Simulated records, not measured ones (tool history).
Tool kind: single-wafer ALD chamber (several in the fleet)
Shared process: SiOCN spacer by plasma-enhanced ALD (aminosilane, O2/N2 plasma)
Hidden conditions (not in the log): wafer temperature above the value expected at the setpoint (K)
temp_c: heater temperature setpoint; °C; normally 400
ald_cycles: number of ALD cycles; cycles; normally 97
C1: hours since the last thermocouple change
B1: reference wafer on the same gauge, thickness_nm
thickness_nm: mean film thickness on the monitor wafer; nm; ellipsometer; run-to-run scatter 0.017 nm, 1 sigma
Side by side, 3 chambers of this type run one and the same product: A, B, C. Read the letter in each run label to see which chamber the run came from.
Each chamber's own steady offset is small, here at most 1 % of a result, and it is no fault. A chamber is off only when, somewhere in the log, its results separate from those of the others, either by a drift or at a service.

{"run": "1A", "hour": 6.2, "temp_c": 400, "ald_cycles": 97, "C1": 834.1, "B1": 5.6619, "thickness_nm": 5.8784}
{"run": "2B", "hour": 15.4, "temp_c": 400, "ald_cycles": 97, "C1": 458.7, "B1": 5.6644, "thickness_nm": 5.8998}
{"run": "3C", "hour": 24.8, "temp_c": 400, "ald_cycles": 97, "C1": 1480.0, "B1": 5.6574, "thickness_nm": 5.8681}
{"run": "4A", "hour": 32.3, "temp_c": 400, "ald_cycles": 97, "C1": 860.2, "B1": 5.6556, "thickness_nm": 5.8617}
{"run": "5C", "hour": 37.8, "temp_c": 400, "ald_cycles": 97, "C1": 1493.0, "B1": 5.6613, "thickness_nm": 5.8571}
{"run": "6B", "hour": 42.8, "temp_c": 400, "ald_cycles": 97, "C1": 486.1, "B1": 5.6606, "thickness_nm": 5.9004}
{"run": "7A", "hour": 48.1, "temp_c": 400, "ald_cycles": 97, "C1": 876.0, "B1": 5.6607, "thickness_nm": 5.8282}
{"run": "8B", "hour": 54.1, "temp_c": 407, "ald_cycles": 97, "C1": 497.4, "B1": 5.6567, "thickness_nm": 5.763}
{"run": "9C", "hour": 61.7, "temp_c": 407, "ald_cycles": 97, "C1": 1516.9, "B1": 5.6619, "thickness_nm": 5.7385}
{"run": "10A", "hour": 67.3, "temp_c": 407, "ald_cycles": 97, "C1": 895.2, "B1": 5.6633, "thickness_nm": 5.7145}
{"run": "11C", "hour": 76.7, "temp_c": 400, "ald_cycles": 97, "C1": 1531.9, "B1": 5.6603, "thickness_nm": 5.8579}
{"run": "12B", "hour": 86.0, "temp_c": 400, "ald_cycles": 97, "C1": 529.3, "B1": 5.6625, "thickness_nm": 5.9019}
{"run": "13B", "hour": 91.6, "temp_c": 400, "ald_cycles": 97, "C1": 534.9, "B1": 5.6584, "thickness_nm": 5.8873}
{"run": "14A", "hour": 99.6, "temp_c": 400, "ald_cycles": 97, "C1": 927.5, "B1": 5.6543, "thickness_nm": 5.8361}
{"run": "15C", "hour": 107.8, "temp_c": 400, "ald_cycles": 97, "C1": 1563.0, "B1": 5.6604, "thickness_nm": 5.8725}
{"run": "16B", "hour": 114.9, "temp_c": 400, "ald_cycles": 97, "C1": 558.2, "B1": 5.6603, "thickness_nm": 5.9306}
{"run": "17A", "hour": 119.6, "temp_c": 400, "ald_cycles": 97, "C1": 947.5, "B1": 5.6574, "thickness_nm": 5.8232}
{"run": "18C", "hour": 127.7, "temp_c": 400, "ald_cycles": 97, "C1": 1582.9, "B1": 5.6572, "thickness_nm": 5.8626}
{"run": "19C", "hour": 133.5, "temp_c": 400, "ald_cycles": 97, "C1": 1588.7, "B1": 5.6625, "thickness_nm": 5.8497}
{"run": "20A", "hour": 139.5, "temp_c": 391, "ald_cycles": 97, "C1": 967.4, "B1": 5.6564, "thickness_nm": 5.8452}
{"run": "21B", "hour": 148.7, "temp_c": 391, "ald_cycles": 97, "C1": 592.0, "B1": 5.6552, "thickness_nm": 5.9145}
{"run": "22C", "hour": 157.2, "temp_c": 391, "ald_cycles": 97, "C1": 1612.4, "B1": 5.6568, "thickness_nm": 5.8758}
{"run": "23B", "hour": 166.5, "temp_c": 400, "ald_cycles": 97, "C1": 609.8, "B1": 5.663, "thickness_nm": 5.9022}
{"run": "24A", "hour": 174.0, "temp_c": 400, "ald_cycles": 97, "C1": 1001.9, "B1": 5.6596, "thickness_nm": 5.7842}
{"run": "25A", "hour": 183.4, "temp_c": 400, "ald_cycles": 97, "C1": 1011.3, "B1": 5.6583, "thickness_nm": 5.7748}
{"run": "26B", "hour": 192.3, "temp_c": 400, "ald_cycles": 97, "C1": 635.6, "B1": 5.6593, "thickness_nm": 5.9072}
{"run": "27C", "hour": 201.0, "temp_c": 400, "ald_cycles": 97, "C1": 1656.2, "B1": 5.6586, "thickness_nm": 5.8619}
{"run": "28B", "hour": 207.6, "temp_c": 400, "ald_cycles": 80, "C1": 650.9, "B1": 5.6559, "thickness_nm": 4.882}
{"run": "29C", "hour": 217.6, "temp_c": 400, "ald_cycles": 80, "C1": 1672.8, "B1": 5.6634, "thickness_nm": 4.8403}
{"run": "30A", "hour": 222.0, "temp_c": 400, "ald_cycles": 80, "C1": 1049.9, "B1": 5.6609, "thickness_nm": 4.7733}
{"run": "31B", "hour": 232.0, "temp_c": 400, "ald_cycles": 97, "C1": 675.3, "B1": 5.6585, "thickness_nm": 5.9244}
{"run": "32C", "hour": 238.6, "temp_c": 400, "ald_cycles": 97, "C1": 1693.8, "B1": 5.66, "thickness_nm": 5.8774}

Is one chamber out of step, is the gauge drifting, or do the chambers differ by no more than their own small offsets? For an off chamber, give its letter and the likeliest cause.

It is chamber A that slowly wanders off from its peers.
Most likely cause: wafer temperature above the value expected at the setpoint (K) = 5.09.

Below are 4 candidate recipes for chamber A's next run, each the usual settings with a change, their results shown as question marks. Which of them brings A's results back in line with what the other chambers give on the usual settings?
Allowed miss from the other chambers' usual-settings mean, per result, to count as in line: thickness_nm 0.0600 nm
{"run": "33A-1", "hour": 245.8, "temp_c": 400, "ald_cycles": 101, "thickness_nm": "?"}
{"run": "33A-2", "hour": 245.8, "temp_c": 400, "ald_cycles": 99, "thickness_nm": "?"}
{"run": "33A-3", "hour": 245.8, "temp_c": 401, "ald_cycles": 94, "thickness_nm": "?"}
{"run": "33A-4", "hour": 245.8, "temp_c": 400, "ald_cycles": 95, "thickness_nm": "?"}

Usual-settings mean across the other chambers: thickness_nm 5.8785 nm
run=33A-1 thickness_nm=6.0057
run=33A-2 thickness_nm=5.8868
run=33A-3 thickness_nm=5.5725
run=33A-4 thickness_nm=5.6489
33A-2 brings the chamber back in line.
